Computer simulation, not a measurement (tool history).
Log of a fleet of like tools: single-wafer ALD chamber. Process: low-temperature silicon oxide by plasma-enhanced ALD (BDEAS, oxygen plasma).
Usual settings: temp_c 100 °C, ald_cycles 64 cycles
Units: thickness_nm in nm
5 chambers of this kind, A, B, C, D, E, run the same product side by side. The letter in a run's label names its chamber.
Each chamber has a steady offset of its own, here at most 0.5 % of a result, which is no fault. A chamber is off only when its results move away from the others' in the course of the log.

| run | hour | temp_c | ald_cycles | read-back reference wafer on the same gauge, thickness_nm | thickness_nm |
|---|---|---|---|---|---|
| 1D | 2.9 | 100 | 64 | 10.240 | 9.1586 |
| 2C | 6.3 | 100 | 64 | 10.236 | 9.1222 |
| 3B | 9.7 | 100 | 64 | 10.231 | 9.1691 |
| 4A | 11.9 | 100 | 64 | 10.239 | 9.1034 |
| 5E | 15.8 | 100 | 64 | 10.251 | 9.1005 |
| 6D | 20.3 | 100 | 64 | 10.250 | 9.1244 |
| 7B | 24.6 | 100 | 64 | 10.237 | 9.1141 |
| 8A | 28.2 | 100 | 64 | 10.238 | 9.0792 |
| 9C | 31.0 | 100 | 64 | 10.240 | 9.0765 |
| 10E | 34.5 | 110 | 53 | 10.242 | 7.4185 |
| 11E | 37.6 | 110 | 53 | 10.239 | 7.4126 |
| 12A | 41.8 | 110 | 53 | 10.240 | 7.4101 |
| 13B | 44.7 | 110 | 53 | 10.240 | 7.3725 |
| 14C | 49.1 | 110 | 53 | 10.243 | 7.3776 |
| 15D | 51.3 | 100 | 64 | 10.237 | 9.1499 |
|  | 52.8 | chamber C: thermocouple changed; heater temperature recalibrated |
| 16A | 54.8 | 89 | 54 | 10.248 | 7.9614 |
| 17E | 58.5 | 89 | 54 | 10.244 | 7.9980 |
| 18D | 62.7 | 89 | 54 | 10.239 | 7.9947 |
| 19C | 66.6 | 89 | 54 | 10.244 | 7.9868 |
| 20B | 70.5 | 89 | 54 | 10.235 | 7.9798 |
| 21B | 74.3 | 100 | 64 | 10.240 | 9.1263 |
| 22A | 78.2 | 100 | 64 | 10.237 | 9.1115 |
| 23D | 81.5 | 100 | 64 | 10.239 | 9.1381 |
| 24E | 85.9 | 100 | 64 | 10.242 | 9.1350 |
| 25C | 90.3 | 100 | 64 | 10.238 | 9.0892 |
| 26A | 93.7 | 100 | 64 | 10.236 | 9.1316 |
| 27B | 98.0 | 100 | 64 | 10.238 | 9.1828 |
| 28E | 100.5 | 100 | 64 | 10.239 | 9.1121 |
| 29D | 103.8 | 100 | 64 | 10.244 | 9.1109 |
| 30C | 106.2 | 100 | 64 | 10.247 | 9.1112 |
| 31E | 109.9 | 100 | 53 | 10.239 | 7.5775 |
| 32C | 114.3 | 100 | 53 | 10.234 | 7.5232 |
| 33B | 117.9 | 100 | 53 | 10.236 | 7.5648 |
| 34A | 121.2 | 100 | 53 | 10.245 | 7.5535 |
| 35D | 125.3 | 100 | 53 | 10.236 | 7.5555 |
| 36C | 129.1 | 100 | 64 | 10.236 | 9.0998 |
| 37B | 131.7 | 100 | 64 | 10.244 | 9.1574 |
| 38A | 135.2 | 100 | 64 | 10.243 | 9.1338 |
| 39D | 139.7 | 100 | 64 | 10.242 | 9.1354 |
| 40E | 142.3 | 100 | 64 | 10.239 | 9.1000 |

Next, every chamber runs the same settings. What will each give?
| 41A | 145.6 | 90 | 64 |  | ? |
| 41B | 145.6 | 90 | 64 |  | ? |
| 41C | 145.6 | 90 | 64 |  | ? |
| 41D | 145.6 | 90 | 64 |  | ? |
| 41E | 145.6 | 90 | 64 |  | ? |

| run | thickness_nm |
|---|---|
| 41A | 9.4904 |
| 41B | 9.4798 |
| 41C | 9.4510 |
| 41D | 9.4772 |
| 41E | 9.4491 |
